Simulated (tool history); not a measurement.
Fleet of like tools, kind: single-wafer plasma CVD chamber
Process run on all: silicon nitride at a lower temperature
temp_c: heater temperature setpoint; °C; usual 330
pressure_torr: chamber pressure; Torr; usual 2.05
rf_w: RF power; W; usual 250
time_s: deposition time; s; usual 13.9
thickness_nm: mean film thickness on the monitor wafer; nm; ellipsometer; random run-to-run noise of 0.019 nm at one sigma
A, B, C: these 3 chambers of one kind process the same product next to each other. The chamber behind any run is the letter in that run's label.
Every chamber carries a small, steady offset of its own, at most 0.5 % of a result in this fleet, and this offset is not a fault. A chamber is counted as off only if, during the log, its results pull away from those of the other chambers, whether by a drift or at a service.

| run | day | temp_c | pressure_torr | rf_w | time_s | read-back reference wafer on the same gauge, thickness_nm | thickness_nm |
|---|---|---|---|---|---|---|---|
| 1C | 0.2 | 330 | 2.05 | 250 | 13.9 | 15.096 | 15.548 |
| 2B | 0.388 | 330 | 2.05 | 250 | 13.9 | 15.098 | 15.483 |
| 3A | 0.583 | 330 | 2.05 | 250 | 13.9 | 15.095 | 15.577 |
| 4B | 0.95 | 330 | 2.05 | 250 | 13.9 | 15.093 | 15.469 |
| 5C | 1.162 | 330 | 2.05 | 250 | 13.9 | 15.094 | 15.517 |
| 6A | 1.392 | 330 | 2.05 | 250 | 13.9 | 15.091 | 15.572 |
| 7C | 1.733 | 330 | 2.05 | 250 | 13.9 | 15.089 | 15.551 |
| 8B | 2.112 | 330 | 2.05 | 250 | 13.9 | 15.084 | 15.463 |
| 9A | 2.467 | 330 | 2.05 | 250 | 13.9 | 15.087 | 15.558 |
| 10C | 2.658 | 330 | 2.05 | 250 | 13.9 | 15.084 | 15.53 |
|  | 3 | chamber A: RF generator calibrated |
| 11A | 3.008 | 330 | 2.05 | 250 | 13.9 | 15.08 | 15.537 |
| 12B | 3.321 | 330 | 2.05 | 250 | 13.9 | 15.079 | 15.485 |
| 13A | 3.604 | 330 | 2.05 | 250 | 13.9 | 15.077 | 15.555 |
| 14B | 3.867 | 330 | 2.05 | 250 | 13.9 | 15.073 | 15.454 |
| 15C | 4.212 | 330 | 2.05 | 250 | 13.9 | 15.074 | 15.526 |
| 16B | 4.45 | 330 | 2.05 | 250 | 13.9 | 15.071 | 15.521 |
| 17C | 4.8 | 330 | 2.05 | 250 | 13.9 | 15.074 | 15.519 |
| 18A | 5.138 | 330 | 2.05 | 250 | 13.9 | 15.071 | 15.52 |
| 19A | 5.412 | 330 | 2.05 | 250 | 13.9 | 15.07 | 15.503 |
| 20B | 5.704 | 330 | 2.05 | 250 | 13.9 | 15.064 | 15.44 |
| 21C | 6.004 | 330 | 2.05 | 250 | 13.9 | 15.06 | 15.525 |
| 22B | 6.296 | 330 | 2.05 | 250 | 16.4 | 15.062 | 18.215 |
| 23A | 6.6 | 330 | 2.05 | 250 | 16.4 | 15.056 | 18.312 |
| 24C | 6.867 | 330 | 2.05 | 250 | 16.4 | 15.06 | 18.306 |
| 25B | 7.212 | 330 | 2.05 | 250 | 13.9 | 15.061 | 15.465 |
| 26C | 7.467 | 330 | 2.05 | 250 | 13.9 | 15.053 | 15.523 |
| 27A | 7.642 | 330 | 2.05 | 250 | 13.9 | 15.046 | 15.546 |
| 28A | 7.817 | 322 | 2.05 | 220 | 13.9 | 15.053 | 14.163 |
| 29B | 8.138 | 322 | 2.05 | 220 | 13.9 | 15.048 | 14.143 |
| 30C | 8.329 | 322 | 2.05 | 220 | 13.9 | 15.047 | 14.223 |
| 31B | 8.65 | 330 | 2.05 | 250 | 13.9 | 15.044 | 15.415 |
| 32A | 8.938 | 330 | 2.05 | 250 | 13.9 | 15.047 | 15.5 |
| 33C | 9.217 | 330 | 2.05 | 250 | 13.9 | 15.04 | 15.485 |
| 34B | 9.504 | 330 | 2.05 | 250 | 13.9 | 15.036 | 15.454 |
| 35A | 9.704 | 330 | 2.05 | 250 | 13.9 | 15.036 | 15.505 |
| 36C | 10.058 | 330 | 2.05 | 250 | 13.9 | 15.039 | 15.479 |
| 37B | 10.312 | 330 | 2.05 | 250 | 13.9 | 15.032 | 15.426 |
| 38A | 10.608 | 330 | 1.6 | 250 | 15 | 15.037 | 15.647 |
| 39C | 10.812 | 330 | 1.6 | 250 | 15 | 15.031 | 15.562 |
| 40A | 11.05 | 330 | 1.6 | 250 | 15 | 15.029 | 15.645 |
| 41B | 11.354 | 330 | 2.05 | 250 | 13.9 | 15.022 | 15.409 |
| 42C | 11.646 | 330 | 2.05 | 250 | 13.9 | 15.025 | 15.458 |
| 43B | 11.85 | 330 | 2.05 | 250 | 13.9 | 15.024 | 15.421 |
| 44C | 12.058 | 330 | 2.35 | 300 | 13.9 | 15.026 | 18.221 |

Does one chamber stand apart from the rest, does the shared gauge drift, or is all well apart from small per-chamber offsets? Give the chamber and the most likely cause, where there is one.

Every chamber seems to shift together because the gauge that measures them all drifts; the chambers themselves are fine.
Likeliest cause: gauge reads low (%) = 0.511.

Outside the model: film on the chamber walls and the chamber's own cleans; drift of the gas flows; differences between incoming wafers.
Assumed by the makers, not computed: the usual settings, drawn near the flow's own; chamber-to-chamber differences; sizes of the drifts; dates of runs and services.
